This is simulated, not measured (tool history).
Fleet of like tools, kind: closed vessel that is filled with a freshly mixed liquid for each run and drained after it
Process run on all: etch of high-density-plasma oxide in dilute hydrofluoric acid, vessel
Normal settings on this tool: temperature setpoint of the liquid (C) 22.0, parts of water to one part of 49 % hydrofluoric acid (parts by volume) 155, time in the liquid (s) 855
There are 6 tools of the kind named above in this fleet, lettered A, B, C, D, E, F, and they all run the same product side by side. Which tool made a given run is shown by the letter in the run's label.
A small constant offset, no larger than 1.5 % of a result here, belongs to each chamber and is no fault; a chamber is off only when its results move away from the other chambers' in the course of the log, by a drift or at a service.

run,hour,temperature setpoint of the liquid (C),parts of water to one part of 49 % hydrofluoric acid (parts by volume),time in the liquid (s),"read-back film thickness of the high-density-plasma oxide reference wafer, read on the same gauge (nm)",thickness taken off the high-density-plasma oxide on a monitor wafer (nm)
1D,6.8,22.0,155,855,140.00,24.098
# hour 20.3: chamber C: hydrofluoric acid flow meter replaced
2F,22.0,22.0,155,855,139.98,24.265
3B,30.1,22.0,155,855,140.01,23.865
4E,40.2,22.0,155,855,140.00,25.268
5A,54.6,22.0,155,855,140.00,24.559
6C,62.9,22.0,155,855,140.01,24.403
7E,71.7,22.0,155,855,140.00,24.583
8D,83.8,18.0,155,1285,139.99,31.484
9F,91.4,18.0,155,1285,140.01,31.182
10C,106.4,18.0,155,1285,140.01,31.026
11A,116.7,18.0,155,1285,139.97,31.601
12B,124.1,18.0,155,1285,139.99,31.155
13E,134.5,18.0,155,1285,139.99,31.988
14F,142.5,19.5,205,855,140.02,15.780
15D,153.5,19.5,205,855,140.01,15.994
16B,168.0,19.5,205,855,140.01,15.794
# hour 172.1: chamber F: hydrofluoric acid flow meter replaced
17A,183.2,19.5,205,855,140.00,16.056
18C,191.4,19.5,205,855,140.02,15.679
19C,200.3,19.5,205,855,139.99,15.809
20A,210.8,22.0,155,855,140.00,24.497
# hour 212.8: chamber D: hydrofluoric acid flow meter replaced
21F,218.7,22.0,155,855,140.03,24.484
22D,226.3,18.5,105,855,140.01,32.714
23B,236.6,18.5,105,855,140.00,32.672
# hour 241.8: chamber A: thermometer replaced
24E,247.4,18.5,105,855,140.01,34.536
25F,261.7,18.5,105,855,140.00,32.935
# hour 273.0: chamber C: thermometer replaced
26D,277.2,18.5,105,855,140.03,32.615
27E,290.8,18.5,105,855,140.02,34.872
28A,297.6,22.0,155,855,139.98,24.425
29B,312.3,22.0,155,855,140.00,24.151
30C,325.0,22.0,155,855,139.99,24.423
31C,333.6,22.0,155,855,139.99,24.334
32B,347.5,22.0,155,855,140.00,24.577
33D,357.0,22.0,155,855,140.00,24.247
34E,368.6,22.0,155,855,140.01,26.523
35F,382.5,22.0,155,855,139.97,24.473
36A,394.5,22.0,155,855,140.00,24.076
37C,402.3,18.0,155,855,140.00,20.260
38A,416.6,18.0,155,855,140.02,20.283
39B,425.4,18.0,155,855,140.00,20.772
40F,439.0,18.0,155,855,140.01,20.726
41D,446.8,18.0,155,855,140.01,20.996
42E,455.5,18.0,155,855,140.02,23.108
43F,468.2,22.0,155,855,139.99,24.201

Each of the 6 chambers runs these same settings next. Fill in every chamber's results:
44A,479.3,22.0,155,855,,?
44B,479.3,22.0,155,855,,?
44C,479.3,22.0,155,855,,?
44D,479.3,22.0,155,855,,?
44E,479.3,22.0,155,855,,?
44F,479.3,22.0,155,855,,?

run,thickness taken off the high-density-plasma oxide on a monitor wafer (nm)
44A,24.221
44B,24.112
44C,23.829
44D,24.446
44E,27.465
44F,24.266
